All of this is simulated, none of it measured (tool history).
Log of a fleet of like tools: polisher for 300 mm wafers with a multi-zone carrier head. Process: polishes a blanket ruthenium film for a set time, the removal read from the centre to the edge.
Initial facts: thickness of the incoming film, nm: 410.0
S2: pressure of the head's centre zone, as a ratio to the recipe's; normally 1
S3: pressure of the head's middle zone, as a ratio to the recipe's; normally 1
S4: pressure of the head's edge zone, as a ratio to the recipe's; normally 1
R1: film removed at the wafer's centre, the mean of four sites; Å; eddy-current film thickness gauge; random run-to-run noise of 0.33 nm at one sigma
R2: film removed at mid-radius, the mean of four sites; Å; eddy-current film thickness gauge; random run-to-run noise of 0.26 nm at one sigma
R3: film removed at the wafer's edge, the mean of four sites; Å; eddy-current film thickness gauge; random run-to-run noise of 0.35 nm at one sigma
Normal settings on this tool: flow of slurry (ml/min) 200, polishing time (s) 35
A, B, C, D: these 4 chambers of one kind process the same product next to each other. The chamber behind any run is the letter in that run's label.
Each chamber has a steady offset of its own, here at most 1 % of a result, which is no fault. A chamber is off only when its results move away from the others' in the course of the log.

Run 1A, hour 7.6: usual settings. Result: R1 275.41 Å, R2 273.95 Å, R3 278.31 Å.
Run 2C, hour 12.4: usual settings. Result: R1 280.15 Å, R2 272.28 Å, R3 274.09 Å.
Run 3D, hour 18.8: usual settings. Result: R1 278.91 Å, R2 275.37 Å, R3 278.67 Å.
Run 4B, hour 24.8: usual settings. Result: R1 283.15 Å, R2 277.13 Å, R3 272.94 Å.
Run 5D, hour 30.5: usual settings. Result: R1 278.08 Å, R2 273.83 Å, R3 275.89 Å.
At hour 34.7: chamber D: worn pad replaced by a new one.
Run 6B, hour 36: usual settings. Result: R1 278.02 Å, R2 275.77 Å, R3 270.23 Å.
Run 7A, hour 41.6: usual settings but flow of slurry (ml/min) 160. Result: R1 265.82 Å, R2 265.06 Å, R3 268.64 Å.
At hour 46.1: chamber B: worn pad replaced by a new one.
Run 8C, hour 49.5: usual settings but flow of slurry (ml/min) 160. Result: R1 268.55 Å, R2 263.59 Å, R3 263.33 Å.
Run 9B, hour 54.5: usual settings but flow of slurry (ml/min) 160. Result: R1 263.3 Å, R2 268.83 Å, R3 273.36 Å.
Run 10A, hour 59.9: usual settings but flow of slurry (ml/min) 160. Result: R1 259.37 Å, R2 265.58 Å, R3 269.51 Å.
At hour 64.8: chamber A: worn pad replaced by a new one.
Run 11D, hour 67: usual settings but S4 0.93. Result: R1 276.64 Å, R2 276.98 Å, R3 273.46 Å.
Run 12C, hour 75.9: usual settings but S4 0.93. Result: R1 270.34 Å, R2 267.23 Å, R3 260.78 Å.
Run 13C, hour 80.3: usual settings but S4 0.93. Result: R1 264.32 Å, R2 264.73 Å, R3 256.96 Å.
Run 14A, hour 85.7: usual settings but S4 0.93. Result: R1 274.01 Å, R2 274.24 Å, R3 264.43 Å.
Run 15D, hour 94.4: usual settings. Result: R1 275.94 Å, R2 276.12 Å, R3 267.98 Å.
Run 16B, hour 101: usual settings. Result: R1 276.34 Å, R2 277.97 Å, R3 271.67 Å.
Run 17B, hour 107.6: usual settings but flow of slurry (ml/min) 265, S3 0.93. Result: R1 288.83 Å, R2 267.61 Å, R3 281.72 Å.
At hour 109.8: chamber B: worn pad replaced by a new one.
Run 18C, hour 111.8: usual settings but flow of slurry (ml/min) 265, S3 0.93. Result: R1 273.06 Å, R2 256.74 Å, R3 267.74 Å.
At hour 114.3: chamber D: worn pad replaced by a new one.
At hour 117.4: chamber C: slurry nozzle cleaned.
At hour 119.8: chamber D: slurry nozzle cleaned.
Run 19A, hour 120.4: usual settings but flow of slurry (ml/min) 265, S3 0.93. Result: R1 278.61 Å, R2 264.97 Å, R3 279.14 Å.
Run 20D, hour 127.2: usual settings but flow of slurry (ml/min) 265, S3 0.93. Result: R1 282.18 Å, R2 266.49 Å, R3 281.35 Å.
Run 21D, hour 134.9: usual settings. Result: R1 282.94 Å, R2 272.89 Å, R3 272.25 Å.
At hour 141: chamber A: worn pad replaced by a new one.
Run 22A, hour 143.2: usual settings. Result: R1 271.41 Å, R2 270.04 Å, R3 278.84 Å.
At hour 144.7: chamber C: centre zone pressure recalibrated.
Run 23B, hour 150.9: usual settings. Result: R1 273.25 Å, R2 274.37 Å, R3 276.58 Å.
Run 24C, hour 156.7: usual settings. Result: R1 248.48 Å, R2 242.9 Å, R3 250.45 Å.
Run 25A, hour 162.6: usual settings. Result: R1 272.39 Å, R2 272.18 Å, R3 274.66 Å.

The same settings go to every chamber for the next run, one line per chamber below. Forecast the results for each:
Run 26A, hour 169: usual settings but S3 0.96. Result: R1 ?, R2 ?, R3 ?.
Run 26B, hour 169: usual settings but S3 0.96. Result: R1 ?, R2 ?, R3 ?.
Run 26C, hour 169: usual settings but S3 0.96. Result: R1 ?, R2 ?, R3 ?.
Run 26D, hour 169: usual settings but S3 0.96. Result: R1 ?, R2 ?, R3 ?.

run      R1      R2      R3
26A  272.72  257.43  275.46
26B  282.28  264.65  275.98
26C  240.88  231.83  238.66
26D  275.01  270.59  284.47

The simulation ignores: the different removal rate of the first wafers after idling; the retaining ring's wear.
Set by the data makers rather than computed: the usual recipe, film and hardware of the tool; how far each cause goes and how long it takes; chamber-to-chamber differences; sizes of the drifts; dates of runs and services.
